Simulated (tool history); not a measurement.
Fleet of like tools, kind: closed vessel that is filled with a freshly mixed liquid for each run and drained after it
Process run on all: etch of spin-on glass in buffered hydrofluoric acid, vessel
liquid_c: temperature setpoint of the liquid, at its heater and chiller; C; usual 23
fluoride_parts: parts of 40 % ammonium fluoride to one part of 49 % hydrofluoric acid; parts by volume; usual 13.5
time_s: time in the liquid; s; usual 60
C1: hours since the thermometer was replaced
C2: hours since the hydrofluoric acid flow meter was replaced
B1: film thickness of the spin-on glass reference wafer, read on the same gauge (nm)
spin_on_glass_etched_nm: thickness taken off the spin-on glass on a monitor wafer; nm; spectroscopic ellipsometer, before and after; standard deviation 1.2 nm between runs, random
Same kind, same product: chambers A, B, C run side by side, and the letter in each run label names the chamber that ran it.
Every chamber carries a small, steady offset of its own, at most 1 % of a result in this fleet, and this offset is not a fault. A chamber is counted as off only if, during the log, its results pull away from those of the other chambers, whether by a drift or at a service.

{"run": "1B", "hour": 5.2, "liquid_c": 23, "fluoride_parts": 13.5, "time_s": 60, "C1": 1533.2, "C2": 2199.7, "B1": 49.997, "spin_on_glass_etched_nm": 136.05}
{"run": "2A", "hour": 12.1, "liquid_c": 23, "fluoride_parts": 13.5, "time_s": 60, "C1": 654.5, "C2": 1540.9, "B1": 49.978, "spin_on_glass_etched_nm": 133.87}
{"run": "3C", "hour": 21.8, "liquid_c": 23, "fluoride_parts": 13.5, "time_s": 60, "C1": 1005.9, "C2": 207.3, "B1": 49.984, "spin_on_glass_etched_nm": 135.85}
{"run": "4C", "hour": 29.6, "liquid_c": 23, "fluoride_parts": 13.5, "time_s": 60, "C1": 1013.7, "C2": 215.1, "B1": 49.969, "spin_on_glass_etched_nm": 133.92}
{"run": "5B", "hour": 35.0, "liquid_c": 23, "fluoride_parts": 13.5, "time_s": 60, "C1": 1563.0, "C2": 2229.5, "B1": 50.0, "spin_on_glass_etched_nm": 136.08}
{"run": "6A", "hour": 41.3, "liquid_c": 23, "fluoride_parts": 13.5, "time_s": 60, "C1": 683.7, "C2": 1570.1, "B1": 50.015, "spin_on_glass_etched_nm": 136.61}
{"run": "7C", "hour": 51.4, "liquid_c": 23, "fluoride_parts": 13.5, "time_s": 60, "C1": 1035.5, "C2": 236.9, "B1": 50.014, "spin_on_glass_etched_nm": 136.99}
{"run": "8A", "hour": 57.6, "liquid_c": 23, "fluoride_parts": 13.5, "time_s": 60, "C1": 700.0, "C2": 1586.4, "B1": 49.996, "spin_on_glass_etched_nm": 134.78}
{"run": "9B", "hour": 66.4, "liquid_c": 23, "fluoride_parts": 13.5, "time_s": 60, "C1": 1594.4, "C2": 2260.9, "B1": 49.958, "spin_on_glass_etched_nm": 135.44}
{"run": "10A", "hour": 71.8, "liquid_c": 23, "fluoride_parts": 13.5, "time_s": 60, "C1": 714.2, "C2": 1600.6, "B1": 50.001, "spin_on_glass_etched_nm": 133.36}
{"run": "11C", "hour": 77.1, "liquid_c": 23, "fluoride_parts": 13.5, "time_s": 60, "C1": 1061.2, "C2": 262.6, "B1": 50.002, "spin_on_glass_etched_nm": 133.31}
{"run": "12B", "hour": 82.5, "liquid_c": 23, "fluoride_parts": 13.5, "time_s": 60, "C1": 1610.5, "C2": 2277.0, "B1": 49.997, "spin_on_glass_etched_nm": 134.92}
{"run": "13C", "hour": 88.4, "liquid_c": 23, "fluoride_parts": 13.5, "time_s": 60, "C1": 1072.5, "C2": 273.9, "B1": 49.989, "spin_on_glass_etched_nm": 132.02}
{"run": "14B", "hour": 96.5, "liquid_c": 23, "fluoride_parts": 13.5, "time_s": 60, "C1": 1624.5, "C2": 2291.0, "B1": 50.003, "spin_on_glass_etched_nm": 133.98}
{"hour": 102.8, "done": "chamber B: thermometer replaced"}
{"run": "15A", "hour": 103.1, "liquid_c": 23, "fluoride_parts": 8.0, "time_s": 60, "C1": 745.5, "C2": 1631.9, "B1": 50.012, "spin_on_glass_etched_nm": 217.3}
{"run": "16A", "hour": 111.8, "liquid_c": 23, "fluoride_parts": 8.0, "time_s": 60, "C1": 754.2, "C2": 1640.6, "B1": 49.987, "spin_on_glass_etched_nm": 218.36}
{"run": "17B", "hour": 117.8, "liquid_c": 23, "fluoride_parts": 8.0, "time_s": 60, "C1": 15.0, "C2": 2312.3, "B1": 50.007, "spin_on_glass_etched_nm": 221.7}
{"run": "18C", "hour": 125.7, "liquid_c": 23, "fluoride_parts": 13.5, "time_s": 60, "C1": 1109.8, "C2": 311.2, "B1": 49.956, "spin_on_glass_etched_nm": 131.33}
{"run": "19A", "hour": 136.2, "liquid_c": 23, "fluoride_parts": 13.5, "time_s": 60, "C1": 778.6, "C2": 1665.0, "B1": 50.016, "spin_on_glass_etched_nm": 134.25}
{"run": "20C", "hour": 142.0, "liquid_c": 28, "fluoride_parts": 18.5, "time_s": 60, "C1": 1126.1, "C2": 327.5, "B1": 50.023, "spin_on_glass_etched_nm": 122.31}
{"run": "21B", "hour": 147.8, "liquid_c": 28, "fluoride_parts": 18.5, "time_s": 60, "C1": 45.0, "C2": 2342.3, "B1": 50.032, "spin_on_glass_etched_nm": 130.32}
{"run": "22C", "hour": 153.1, "liquid_c": 28, "fluoride_parts": 18.5, "time_s": 60, "C1": 1137.2, "C2": 338.6, "B1": 50.024, "spin_on_glass_etched_nm": 122.71}
{"run": "23A", "hour": 162.7, "liquid_c": 23, "fluoride_parts": 13.5, "time_s": 60, "C1": 805.1, "C2": 1691.5, "B1": 49.995, "spin_on_glass_etched_nm": 133.9}
{"run": "24B", "hour": 170.4, "liquid_c": 23, "fluoride_parts": 17.5, "time_s": 35, "C1": 67.6, "C2": 2364.9, "B1": 49.961, "spin_on_glass_etched_nm": 61.131}
{"hour": 179.1, "done": "chamber A: hydrofluoric acid flow meter replaced"}
{"run": "25B", "hour": 180.3, "liquid_c": 23, "fluoride_parts": 17.5, "time_s": 35, "C1": 77.5, "C2": 2374.8, "B1": 50.013, "spin_on_glass_etched_nm": 61.286}
{"run": "26C", "hour": 187.3, "liquid_c": 23, "fluoride_parts": 17.5, "time_s": 35, "C1": 1171.4, "C2": 372.8, "B1": 50.002, "spin_on_glass_etched_nm": 57.199}
{"run": "27A", "hour": 192.7, "liquid_c": 23, "fluoride_parts": 13.5, "time_s": 60, "C1": 835.1, "C2": 13.7, "B1": 49.988, "spin_on_glass_etched_nm": 135.88}

Does one chamber stand apart from the rest, does the shared gauge drift, or is all well apart from small per-chamber offsets? Give the chamber and the most likely cause, where there is one.

One chamber, C, drifts off from the rest bit by bit.
Most likely cause: liquid colder than its thermometer reads (K) = 1.61.
With only this log, it may be confused with: hydrofluoric acid flow below the setpoint (%).

Here are 4 candidates for chamber C's next run, each the usual settings with a change, their results left as question marks. Which one brings its results back in line with what the others give on the usual settings?
To be in line, a result may differ from the other chambers' mean on the usual settings by at most: spin_on_glass_etched_nm 4.400 nm
{"run": "28C-1", "hour": 200.4, "liquid_c": 23.0, "fluoride_parts": 13.5, "time_s": 55, "spin_on_glass_etched_nm": "?"}
{"run": "28C-2", "hour": 200.4, "liquid_c": 23.0, "fluoride_parts": 13.0, "time_s": 60, "spin_on_glass_etched_nm": "?"}
{"run": "28C-3", "hour": 200.4, "liquid_c": 23.0, "fluoride_parts": 13.5, "time_s": 65, "spin_on_glass_etched_nm": "?"}
{"run": "28C-4", "hour": 200.4, "liquid_c": 22.5, "fluoride_parts": 13.5, "time_s": 60, "spin_on_glass_etched_nm": "?"}

What the other chambers average on the usual settings: spin_on_glass_etched_nm 135.380 nm
run=28C-1 spin_on_glass_etched_nm=114.130
run=28C-2 spin_on_glass_etched_nm=129.230
run=28C-3 spin_on_glass_etched_nm=134.880
run=28C-4 spin_on_glass_etched_nm=121.090
The right change is 28C-3: it brings the chamber back within the allowed miss of the others.
